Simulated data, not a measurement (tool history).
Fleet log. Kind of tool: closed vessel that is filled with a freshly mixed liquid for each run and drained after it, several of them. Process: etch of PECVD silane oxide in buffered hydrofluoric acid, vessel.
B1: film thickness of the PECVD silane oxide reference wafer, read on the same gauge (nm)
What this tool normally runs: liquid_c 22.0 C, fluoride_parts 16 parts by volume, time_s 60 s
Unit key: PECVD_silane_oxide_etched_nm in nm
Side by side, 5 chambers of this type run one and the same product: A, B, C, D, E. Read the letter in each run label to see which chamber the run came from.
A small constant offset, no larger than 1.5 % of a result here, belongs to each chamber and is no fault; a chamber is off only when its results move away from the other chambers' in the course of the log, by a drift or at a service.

Run 1C, day 0.354: usual settings; B1 40.004. Result: PECVD_silane_oxide_etched_nm 164.830 nm.
Run 2D, day 0.758: usual settings; B1 39.983. Result: PECVD_silane_oxide_etched_nm 166.490 nm.
Run 3B, day 0.983: usual settings; B1 40.013. Result: PECVD_silane_oxide_etched_nm 167.030 nm.
Run 4A, day 1.396: usual settings; B1 40.023. Result: PECVD_silane_oxide_etched_nm 166.190 nm.
Run 5E, day 1.700: usual settings; B1 40.017. Result: PECVD_silane_oxide_etched_nm 165.490 nm.
Run 6C, day 1.950: usual settings; B1 39.968. Result: PECVD_silane_oxide_etched_nm 164.470 nm.
Run 7E, day 2.262: usual settings; B1 40.003. Result: PECVD_silane_oxide_etched_nm 164.730 nm.
Run 8A, day 2.525: usual settings; B1 39.988. Result: PECVD_silane_oxide_etched_nm 165.990 nm.
At day 2.729: chamber C: hydrofluoric acid flow meter replaced.
Run 9D, day 2.792: usual settings but liquid_c 24.5 C, fluoride_parts 14 parts by volume; B1 40.006. Result: PECVD_silane_oxide_etched_nm 218.150 nm.
Run 10B, day 3.096: usual settings but liquid_c 24.5 C, fluoride_parts 14 parts by volume; B1 39.991. Result: PECVD_silane_oxide_etched_nm 220.420 nm.
At day 3.100: chamber E: hydrofluoric acid flow meter replaced.
Run 11A, day 3.479: usual settings but liquid_c 24.5 C, fluoride_parts 14 parts by volume; B1 39.960. Result: PECVD_silane_oxide_etched_nm 217.210 nm.
Run 12C, day 3.800: usual settings but liquid_c 24.5 C, fluoride_parts 14 parts by volume; B1 39.995. Result: PECVD_silane_oxide_etched_nm 217.360 nm.
Run 13B, day 4.225: usual settings but liquid_c 24.5 C, fluoride_parts 14 parts by volume; B1 39.960. Result: PECVD_silane_oxide_etched_nm 219.980 nm.
Run 14E, day 4.625: usual settings; B1 39.937. Result: PECVD_silane_oxide_etched_nm 165.390 nm.
Run 15D, day 4.829: usual settings but liquid_c 19.5 C, time_s 95 s; B1 40.032. Result: PECVD_silane_oxide_etched_nm 229.660 nm.
Run 16C, day 5.058: usual settings but liquid_c 19.5 C, time_s 95 s; B1 39.987. Result: PECVD_silane_oxide_etched_nm 227.450 nm.
At day 5.358: chamber D: hydrofluoric acid flow meter replaced.
Run 17E, day 5.421: usual settings but liquid_c 19.5 C, time_s 95 s; B1 39.996. Result: PECVD_silane_oxide_etched_nm 228.910 nm.
Run 18D, day 5.667: usual settings but liquid_c 19.5 C, time_s 95 s; B1 40.019. Result: PECVD_silane_oxide_etched_nm 231.250 nm.
Run 19A, day 6.004: usual settings but liquid_c 19.5 C, time_s 95 s; B1 40.069. Result: PECVD_silane_oxide_etched_nm 228.880 nm.
Run 20B, day 6.271: usual settings but liquid_c 18.0 C, time_s 45 s; B1 40.017. Result: PECVD_silane_oxide_etched_nm 99.792 nm.
Run 21D, day 6.725: usual settings but liquid_c 18.0 C, time_s 45 s; B1 39.966. Result: PECVD_silane_oxide_etched_nm 101.510 nm.
Run 22A, day 7.054: usual settings but liquid_c 18.0 C, time_s 45 s; B1 39.953. Result: PECVD_silane_oxide_etched_nm 100.290 nm.
Run 23B, day 7.467: usual settings but liquid_c 18.0 C, time_s 45 s; B1 39.964. Result: PECVD_silane_oxide_etched_nm 99.428 nm.
Run 24E, day 7.875: usual settings but liquid_c 18.0 C, time_s 45 s; B1 40.013. Result: PECVD_silane_oxide_etched_nm 99.134 nm.
Run 25C, day 8.150: usual settings; B1 39.960. Result: PECVD_silane_oxide_etched_nm 165.960 nm.
Run 26E, day 8.533: usual settings; B1 40.051. Result: PECVD_silane_oxide_etched_nm 166.370 nm.
Run 27A, day 8.858: usual settings; B1 40.011. Result: PECVD_silane_oxide_etched_nm 166.850 nm.
Run 28C, day 9.162: usual settings; B1 40.019. Result: PECVD_silane_oxide_etched_nm 164.870 nm.
Run 29D, day 9.608: usual settings; B1 40.023. Result: PECVD_silane_oxide_etched_nm 166.970 nm.
Run 30B, day 9.871: usual settings; B1 39.986. Result: PECVD_silane_oxide_etched_nm 167.410 nm.
Run 31A, day 10.262: usual settings; B1 40.044. Result: PECVD_silane_oxide_etched_nm 167.840 nm.
Run 32E, day 10.667: usual settings; B1 40.033. Result: PECVD_silane_oxide_etched_nm 165.760 nm.
Run 33B, day 10.975: usual settings; B1 40.038. Result: PECVD_silane_oxide_etched_nm 166.330 nm.

Decide between three cases: one chamber stands off from its peers, the gauge reading all wafers drifts, or nothing is wrong past each chamber's small offset. Where a chamber is off, say which and what most likely put it there.

The fleet is healthy, with each chamber sitting at its usual small offset and no drift in the gauge.
